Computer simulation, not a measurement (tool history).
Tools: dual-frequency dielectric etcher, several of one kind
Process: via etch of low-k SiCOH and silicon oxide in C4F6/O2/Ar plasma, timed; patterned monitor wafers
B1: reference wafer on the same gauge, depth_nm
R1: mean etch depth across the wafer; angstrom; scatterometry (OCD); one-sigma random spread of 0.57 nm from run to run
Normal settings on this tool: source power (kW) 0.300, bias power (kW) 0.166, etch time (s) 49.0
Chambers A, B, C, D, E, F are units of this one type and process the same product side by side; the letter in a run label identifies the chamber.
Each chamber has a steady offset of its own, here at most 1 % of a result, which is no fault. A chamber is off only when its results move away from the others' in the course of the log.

Run 1D, hour 3.9: usual settings; B1 114.91. Result: R1 1196.1 angstrom.
Run 2F, hour 10.7: usual settings; B1 115.13. Result: R1 1190.9 angstrom.
Run 3E, hour 16.8: usual settings; B1 115.01. Result: R1 1191.0 angstrom.
Run 4A, hour 21.1: usual settings; B1 115.05. Result: R1 1200.3 angstrom.
Run 5C, hour 25.9: usual settings; B1 114.97. Result: R1 1193.1 angstrom.
Run 6B, hour 33.5: usual settings; B1 114.89. Result: R1 1191.0 angstrom.
Run 7B, hour 40.2: usual settings; B1 115.08. Result: R1 1199.4 angstrom.
Run 8F, hour 44.3: usual settings; B1 115.02. Result: R1 1185.8 angstrom.
At hour 44.7: chamber D: wet clean of the chamber.
Run 9C, hour 49.8: usual settings but source power (kW) 0.220, bias power (kW) 0.180; B1 114.93. Result: R1 1086.9 angstrom.
Run 10A, hour 56.4: usual settings but source power (kW) 0.220, bias power (kW) 0.180; B1 114.92. Result: R1 1086.6 angstrom.
Run 11E, hour 61.1: usual settings but source power (kW) 0.220, bias power (kW) 0.180; B1 114.93. Result: R1 1074.3 angstrom.
Run 12D, hour 66.0: usual settings but source power (kW) 0.220, bias power (kW) 0.180; B1 114.96. Result: R1 1092.0 angstrom.
At hour 69.1: chamber C: wet clean of the chamber.
Run 13B, hour 70.8: usual settings but source power (kW) 0.220, bias power (kW) 0.180; B1 115.00. Result: R1 1090.4 angstrom.
Run 14F, hour 76.5: usual settings but source power (kW) 0.220, bias power (kW) 0.180; B1 115.04. Result: R1 1095.5 angstrom.
Run 15E, hour 80.5: usual settings; B1 115.09. Result: R1 1183.9 angstrom.
Run 16D, hour 86.2: usual settings; B1 114.95. Result: R1 1203.9 angstrom.
Run 17C, hour 90.4: usual settings; B1 114.94. Result: R1 1146.4 angstrom.
Run 18A, hour 97.3: usual settings; B1 114.96. Result: R1 1199.6 angstrom.
Run 19C, hour 100.8: usual settings; B1 115.01. Result: R1 1146.4 angstrom.
Run 20D, hour 104.3: usual settings but bias power (kW) 0.191; B1 115.16. Result: R1 1242.5 angstrom.
At hour 105.1: chamber F: wet clean of the chamber.
Run 21B, hour 110.4: usual settings but bias power (kW) 0.191; B1 114.92. Result: R1 1246.6 angstrom.
Run 22E, hour 113.9: usual settings but bias power (kW) 0.191; B1 114.96. Result: R1 1243.5 angstrom.
Run 23A, hour 118.2: usual settings but bias power (kW) 0.191; B1 115.03. Result: R1 1263.5 angstrom.
At hour 121.2: chamber B: wet clean of the chamber.
Run 24F, hour 123.4: usual settings but bias power (kW) 0.191; B1 114.85. Result: R1 1246.7 angstrom.
Run 25E, hour 128.1: usual settings but bias power (kW) 0.191; B1 114.94. Result: R1 1241.8 angstrom.
Run 26F, hour 133.4: usual settings; B1 115.13. Result: R1 1188.2 angstrom.
Run 27C, hour 140.5: usual settings; B1 114.88. Result: R1 1154.4 angstrom.
Run 28B, hour 148.0: usual settings; B1 114.84. Result: R1 1199.5 angstrom.
Run 29D, hour 154.7: usual settings; B1 115.01. Result: R1 1197.4 angstrom.
At hour 155.4: chamber A: wet clean of the chamber.
Run 30A, hour 161.7: usual settings; B1 114.91. Result: R1 1191.1 angstrom.
Run 31E, hour 166.0: usual settings; B1 115.05. Result: R1 1181.9 angstrom.
Run 32C, hour 170.0: usual settings; B1 115.06. Result: R1 1151.8 angstrom.
Run 33B, hour 175.6: usual settings; B1 114.92. Result: R1 1198.1 angstrom.
Run 34F, hour 179.5: usual settings; B1 115.06. Result: R1 1198.9 angstrom.
Run 35A, hour 185.9: usual settings; B1 115.12. Result: R1 1201.9 angstrom.
Run 36D, hour 190.3: usual settings; B1 115.11. Result: R1 1205.2 angstrom.
Run 37D, hour 194.6: usual settings but etch time (s) 59.5; B1 114.90. Result: R1 1451.6 angstrom.
Run 38E, hour 201.6: usual settings but etch time (s) 59.5; B1 115.07. Result: R1 1440.8 angstrom.
Run 39C, hour 206.5: usual settings but etch time (s) 59.5; B1 115.04. Result: R1 1392.4 angstrom.
Run 40F, hour 213.2: usual settings but etch time (s) 59.5; B1 114.87. Result: R1 1453.7 angstrom.

Is one chamber out of step, is the gauge drifting, or do the chambers differ by no more than their own small offsets? For an off chamber, give its letter and the likeliest cause.

A service left chamber C off against the others.
Most likely cause: etch rate under this chamber's usual, % = 3.48.

Which of the 4 candidates below, each the usual settings with something changed and its results left as question marks, puts chamber C back in line with what the other chambers give on the usual settings?
A result is in line if it is within this distance of the other chambers' mean on the usual settings: R1 20.0 angstrom
Run 41C-1, hour 218.6: usual settings but source power (kW) 0.310, etch time (s) 52.0. Result: R1 ?.
Run 41C-2, hour 218.6: usual settings but bias power (kW) 0.167, etch time (s) 50.5. Result: R1 ?.
Run 41C-3, hour 218.6: usual settings but source power (kW) 0.290, bias power (kW) 0.164, etch time (s) 46.5. Result: R1 ?.
Run 41C-4, hour 218.6: usual settings but etch time (s) 47.5. Result: R1 ?.

The other chambers' mean on the usual settings: R1 1193.5 angstrom
  run      R1
41C-1  1240.0
41C-2  1191.3
41C-3  1076.5
41C-4  1118.4
With 41C-2, the chamber falls back in line with the rest.

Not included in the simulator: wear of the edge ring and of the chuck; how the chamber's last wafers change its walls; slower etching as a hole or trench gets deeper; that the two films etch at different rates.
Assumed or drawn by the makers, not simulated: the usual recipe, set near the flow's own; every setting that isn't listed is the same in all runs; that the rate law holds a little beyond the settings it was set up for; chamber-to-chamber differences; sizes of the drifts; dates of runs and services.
